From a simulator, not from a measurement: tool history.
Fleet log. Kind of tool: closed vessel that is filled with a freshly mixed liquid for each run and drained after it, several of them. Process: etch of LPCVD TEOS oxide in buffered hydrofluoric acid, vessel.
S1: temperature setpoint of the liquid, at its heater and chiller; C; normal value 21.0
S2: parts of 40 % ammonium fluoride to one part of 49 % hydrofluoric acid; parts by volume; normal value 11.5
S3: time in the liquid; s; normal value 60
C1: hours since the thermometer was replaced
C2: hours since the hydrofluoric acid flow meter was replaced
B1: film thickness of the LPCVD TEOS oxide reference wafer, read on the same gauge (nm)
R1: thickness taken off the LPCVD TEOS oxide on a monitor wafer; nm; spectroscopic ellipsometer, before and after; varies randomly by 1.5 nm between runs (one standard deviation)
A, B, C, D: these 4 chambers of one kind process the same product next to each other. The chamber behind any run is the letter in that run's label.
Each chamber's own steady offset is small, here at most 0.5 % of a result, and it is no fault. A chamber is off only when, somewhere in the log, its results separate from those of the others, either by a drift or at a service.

run   hour    S1    S2  S3      C1      C2      B1       R1
 1D    6.6  21.0  11.5  60    28.5   893.7  150.00  155.380
 2B   15.3  21.0  11.5  60   652.1   526.6  150.03  155.910
 3A   29.2  21.0  11.5  60  1327.0   666.1  149.97  155.520
 4C   41.6  21.0  11.5  60   416.7  1804.3  150.02  155.520
 5A   49.6  21.0  11.5  60  1347.4   686.5  149.94  155.280
 6B   56.6  17.0   8.0  60   693.4   567.9  150.01  174.080
 7D   64.1  17.0   8.0  60    86.0   951.2  149.99  172.210
 8C   73.6  17.0   8.0  60   448.7  1836.3  150.00  171.220
 9A   87.0  17.0   8.0  60  1384.8   723.9  149.93  172.110
10C   97.7  23.5  10.0  60   472.8  1860.4  150.06  208.440
11B  111.7  23.5  10.0  60   748.5   623.0  149.98  205.140
12D  122.8  23.5  10.0  60   144.7  1009.9  150.01  207.450
13A  136.3  23.5  10.0  60  1434.1   773.2  150.03  198.350
14B  146.0  21.0  11.5  60   782.8   657.3  150.04  156.990
15C  157.1  21.0   9.0  45   532.2  1919.8  150.01  145.040
16D  164.5  21.0   9.0  45   186.4  1051.6  150.01  143.410
17C  179.4  21.0   9.0  45   554.5  1942.1  149.99  144.390
18B  191.4  21.0   9.0  45   828.2   702.7  150.00  142.970
     194.4  -- chamber C: hydrofluoric acid flow meter replaced
19A  199.5  21.0  11.5  60  1497.3   836.4  149.98  148.040
20D  207.0  21.0  11.5  60   228.9  1094.1  150.00  154.950
     213.8  -- chamber C: thermometer replaced
21C  216.0  21.0  11.5  60     2.3    21.6  149.99  157.110
22A  230.2  21.0  11.5  60  1528.0   867.1  150.01  146.430
23D  245.1  21.0  11.5  60   267.0  1132.2  149.98  155.350
24B  254.3  21.0  11.5  60   891.1   765.6  150.00  157.160
25B  262.2  21.0  11.5  60   899.0   773.5  149.95  154.290
26A  274.2  21.0  11.5  60  1572.0   911.1  149.96  142.340
27C  284.2  25.5  11.5  70    70.5    89.8  149.98  236.920
28D  294.3  25.5  11.5  70   316.2  1181.4  150.00  229.630
29B  308.5  25.5  11.5  70   945.3   819.8  149.98  228.430
30A  319.7  25.5  11.5  70  1617.5   956.6  149.97  206.880
31C  327.8  21.0  11.5  60   114.1   133.4  149.99  157.580
32D  335.6  21.0  11.5  60   357.5  1222.7  149.97  153.110
33C  347.7  21.0  11.5  60   134.0   153.3  150.04  156.320
34A  356.6  21.0  11.5  35  1654.4   993.5  149.98   80.616

All 4 chambers run these settings next. Forecast each chamber's results:
35A  367.3  21.0  11.5  50               ?
35B  367.3  21.0  11.5  50               ?
35C  367.3  21.0  11.5  50               ?
35D  367.3  21.0  11.5  50               ?

run       R1
35A  114.450
35B  130.660
35C  130.730
35D  129.940
